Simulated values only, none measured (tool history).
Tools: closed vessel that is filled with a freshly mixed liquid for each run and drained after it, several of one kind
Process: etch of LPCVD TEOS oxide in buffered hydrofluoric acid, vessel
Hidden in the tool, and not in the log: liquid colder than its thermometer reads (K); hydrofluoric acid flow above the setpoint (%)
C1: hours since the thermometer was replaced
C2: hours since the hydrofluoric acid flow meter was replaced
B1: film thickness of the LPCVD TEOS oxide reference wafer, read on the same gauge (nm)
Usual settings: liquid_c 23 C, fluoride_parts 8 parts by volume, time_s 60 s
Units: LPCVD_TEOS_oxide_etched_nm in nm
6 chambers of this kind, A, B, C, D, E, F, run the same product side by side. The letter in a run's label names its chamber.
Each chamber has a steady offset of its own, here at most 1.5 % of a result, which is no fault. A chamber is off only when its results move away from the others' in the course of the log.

{"run": "1A", "hour": 12.0, "liquid_c": 23, "fluoride_parts": 8, "time_s": 60, "C1": 2184, "C2": 405.3, "B1": 50.006, "LPCVD_TEOS_oxide_etched_nm": 163.98}
{"hour": 18.4, "done": "chamber A: hydrofluoric acid flow meter replaced"}
{"run": "2D", "hour": 20.0, "liquid_c": 23, "fluoride_parts": 8, "time_s": 60, "C1": 563.3, "C2": 653.9, "B1": 50.006, "LPCVD_TEOS_oxide_etched_nm": 163.53}
{"run": "3F", "hour": 33.2, "liquid_c": 23, "fluoride_parts": 8, "time_s": 60, "C1": 1149.8, "C2": 776.8, "B1": 49.975, "LPCVD_TEOS_oxide_etched_nm": 163.13}
{"run": "4E", "hour": 47.7, "liquid_c": 23, "fluoride_parts": 8, "time_s": 60, "C1": 240.2, "C2": 1497.2, "B1": 49.988, "LPCVD_TEOS_oxide_etched_nm": 164.08}
{"run": "5C", "hour": 61.7, "liquid_c": 23, "fluoride_parts": 8, "time_s": 30, "C1": 358.6, "C2": 879.9, "B1": 50.027, "LPCVD_TEOS_oxide_etched_nm": 81.625}
{"run": "6B", "hour": 75.9, "liquid_c": 23, "fluoride_parts": 8, "time_s": 30, "C1": 236.6, "C2": 289, "B1": 49.986, "LPCVD_TEOS_oxide_etched_nm": 82.616}
{"run": "7E", "hour": 86.2, "liquid_c": 23, "fluoride_parts": 8, "time_s": 30, "C1": 278.7, "C2": 1535.7, "B1": 50.019, "LPCVD_TEOS_oxide_etched_nm": 82.194}
{"run": "8D", "hour": 96.1, "liquid_c": 23, "fluoride_parts": 8, "time_s": 30, "C1": 639.4, "C2": 730, "B1": 50.003, "LPCVD_TEOS_oxide_etched_nm": 82.214}
{"run": "9C", "hour": 106.7, "liquid_c": 23, "fluoride_parts": 8, "time_s": 30, "C1": 403.6, "C2": 924.9, "B1": 50.019, "LPCVD_TEOS_oxide_etched_nm": 81.601}
{"run": "10A", "hour": 120.0, "liquid_c": 23, "fluoride_parts": 8, "time_s": 30, "C1": 2292, "C2": 101.7, "B1": 50.006, "LPCVD_TEOS_oxide_etched_nm": 82.751}
{"hour": 125.2, "done": "chamber E: hydrofluoric acid flow meter replaced"}
{"run": "11B", "hour": 128.9, "liquid_c": 19.5, "fluoride_parts": 9.5, "time_s": 60, "C1": 289.6, "C2": 342, "B1": 50, "LPCVD_TEOS_oxide_etched_nm": 116.61}
{"run": "12F", "hour": 135.5, "liquid_c": 19.5, "fluoride_parts": 9.5, "time_s": 60, "C1": 1252.1, "C2": 879.1, "B1": 49.991, "LPCVD_TEOS_oxide_etched_nm": 114.39}
{"run": "13D", "hour": 147.6, "liquid_c": 19.5, "fluoride_parts": 9.5, "time_s": 60, "C1": 690.9, "C2": 781.5, "B1": 50.022, "LPCVD_TEOS_oxide_etched_nm": 114.53}
{"run": "14C", "hour": 157.3, "liquid_c": 19.5, "fluoride_parts": 9.5, "time_s": 60, "C1": 454.2, "C2": 975.5, "B1": 50.025, "LPCVD_TEOS_oxide_etched_nm": 114.32}
{"run": "15F", "hour": 165.8, "liquid_c": 19.5, "fluoride_parts": 9.5, "time_s": 60, "C1": 1282.4, "C2": 909.4, "B1": 50.006, "LPCVD_TEOS_oxide_etched_nm": 113.64}
{"run": "16B", "hour": 172.7, "liquid_c": 19.5, "fluoride_parts": 9.5, "time_s": 60, "C1": 333.4, "C2": 385.8, "B1": 50.013, "LPCVD_TEOS_oxide_etched_nm": 115.65}
{"run": "17E", "hour": 181.6, "liquid_c": 23, "fluoride_parts": 8, "time_s": 60, "C1": 374.1, "C2": 56.5, "B1": 50.003, "LPCVD_TEOS_oxide_etched_nm": 164.88}
{"run": "18A", "hour": 192.1, "liquid_c": 23, "fluoride_parts": 8, "time_s": 60, "C1": 2364.1, "C2": 173.8, "B1": 49.991, "LPCVD_TEOS_oxide_etched_nm": 166.85}
{"run": "19B", "hour": 205.7, "liquid_c": 23, "fluoride_parts": 8, "time_s": 60, "C1": 366.4, "C2": 418.8, "B1": 50.01, "LPCVD_TEOS_oxide_etched_nm": 163.7}
{"hour": 214.4, "done": "chamber B: hydrofluoric acid flow meter replaced"}
{"run": "20D", "hour": 217.0, "liquid_c": 23, "fluoride_parts": 8, "time_s": 60, "C1": 760.3, "C2": 850.9, "B1": 49.999, "LPCVD_TEOS_oxide_etched_nm": 162.05}
{"run": "21A", "hour": 231.0, "liquid_c": 23, "fluoride_parts": 8, "time_s": 60, "C1": 2403, "C2": 212.7, "B1": 49.995, "LPCVD_TEOS_oxide_etched_nm": 167.69}
{"run": "22C", "hour": 238.0, "liquid_c": 23, "fluoride_parts": 8, "time_s": 60, "C1": 534.9, "C2": 1056.2, "B1": 50.016, "LPCVD_TEOS_oxide_etched_nm": 162.11}
{"run": "23E", "hour": 246.3, "liquid_c": 23, "fluoride_parts": 8, "time_s": 60, "C1": 438.8, "C2": 121.2, "B1": 50.003, "LPCVD_TEOS_oxide_etched_nm": 164.63}
{"run": "24F", "hour": 252.7, "liquid_c": 23, "fluoride_parts": 8, "time_s": 60, "C1": 1369.3, "C2": 996.3, "B1": 49.995, "LPCVD_TEOS_oxide_etched_nm": 165.76}
{"run": "25B", "hour": 266.2, "liquid_c": 21.5, "fluoride_parts": 8, "time_s": 60, "C1": 426.9, "C2": 51.9, "B1": 49.989, "LPCVD_TEOS_oxide_etched_nm": 153.36}
{"run": "26D", "hour": 274.1, "liquid_c": 21.5, "fluoride_parts": 8, "time_s": 60, "C1": 817.4, "C2": 908, "B1": 50.018, "LPCVD_TEOS_oxide_etched_nm": 148.04}
{"hour": 274.8, "done": "chamber F: thermometer replaced"}
{"run": "27A", "hour": 282.8, "liquid_c": 21.5, "fluoride_parts": 8, "time_s": 60, "C1": 2454.8, "C2": 264.5, "B1": 50, "LPCVD_TEOS_oxide_etched_nm": 152.33}
{"run": "28C", "hour": 290.1, "liquid_c": 21.5, "fluoride_parts": 8, "time_s": 60, "C1": 587, "C2": 1108.3, "B1": 50.006, "LPCVD_TEOS_oxide_etched_nm": 150.62}
{"run": "29E", "hour": 301.7, "liquid_c": 21.5, "fluoride_parts": 8, "time_s": 60, "C1": 494.2, "C2": 176.6, "B1": 49.986, "LPCVD_TEOS_oxide_etched_nm": 153.48}
{"run": "30F", "hour": 311.9, "liquid_c": 21.5, "fluoride_parts": 8, "time_s": 60, "C1": 37.2, "C2": 1055.5, "B1": 49.99, "LPCVD_TEOS_oxide_etched_nm": 150.18}
{"run": "31A", "hour": 324.9, "liquid_c": 23, "fluoride_parts": 8, "time_s": 60, "C1": 2496.9, "C2": 306.6, "B1": 50.005, "LPCVD_TEOS_oxide_etched_nm": 165.65}
{"run": "32D", "hour": 337.1, "liquid_c": 23, "fluoride_parts": 8, "time_s": 45, "C1": 880.4, "C2": 971, "B1": 49.978, "LPCVD_TEOS_oxide_etched_nm": 119.38}
{"run": "33E", "hour": 347.4, "liquid_c": 23, "fluoride_parts": 8, "time_s": 45, "C1": 539.9, "C2": 222.3, "B1": 50.013, "LPCVD_TEOS_oxide_etched_nm": 122.72}
{"run": "34F", "hour": 356.6, "liquid_c": 23, "fluoride_parts": 8, "time_s": 45, "C1": 81.9, "C2": 1100.2, "B1": 50.001, "LPCVD_TEOS_oxide_etched_nm": 123.02}
{"run": "35C", "hour": 369.7, "liquid_c": 23, "fluoride_parts": 8, "time_s": 45, "C1": 666.6, "C2": 1187.9, "B1": 49.991, "LPCVD_TEOS_oxide_etched_nm": 123.55}
{"run": "36B", "hour": 384.3, "liquid_c": 23, "fluoride_parts": 8, "time_s": 45, "C1": 545, "C2": 170, "B1": 50.005, "LPCVD_TEOS_oxide_etched_nm": 123.84}
{"run": "37E", "hour": 394.6, "liquid_c": 23, "fluoride_parts": 8, "time_s": 45, "C1": 587.1, "C2": 269.5, "B1": 49.981, "LPCVD_TEOS_oxide_etched_nm": 124.6}

Next, every chamber runs the same settings. What will each give?
{"run": "38A", "hour": 405.1, "liquid_c": 27.5, "fluoride_parts": 8, "time_s": 60, "LPCVD_TEOS_oxide_etched_nm": "?"}
{"run": "38B", "hour": 405.1, "liquid_c": 27.5, "fluoride_parts": 8, "time_s": 60, "LPCVD_TEOS_oxide_etched_nm": "?"}
{"run": "38C", "hour": 405.1, "liquid_c": 27.5, "fluoride_parts": 8, "time_s": 60, "LPCVD_TEOS_oxide_etched_nm": "?"}
{"run": "38D", "hour": 405.1, "liquid_c": 27.5, "fluoride_parts": 8, "time_s": 60, "LPCVD_TEOS_oxide_etched_nm": "?"}
{"run": "38E", "hour": 405.1, "liquid_c": 27.5, "fluoride_parts": 8, "time_s": 60, "LPCVD_TEOS_oxide_etched_nm": "?"}
{"run": "38F", "hour": 405.1, "liquid_c": 27.5, "fluoride_parts": 8, "time_s": 60, "LPCVD_TEOS_oxide_etched_nm": "?"}

run=38A LPCVD_TEOS_oxide_etched_nm=213.97
run=38B LPCVD_TEOS_oxide_etched_nm=211.51
run=38C LPCVD_TEOS_oxide_etched_nm=210.27
run=38D LPCVD_TEOS_oxide_etched_nm=200.23
run=38E LPCVD_TEOS_oxide_etched_nm=212.15
run=38F LPCVD_TEOS_oxide_etched_nm=206.83

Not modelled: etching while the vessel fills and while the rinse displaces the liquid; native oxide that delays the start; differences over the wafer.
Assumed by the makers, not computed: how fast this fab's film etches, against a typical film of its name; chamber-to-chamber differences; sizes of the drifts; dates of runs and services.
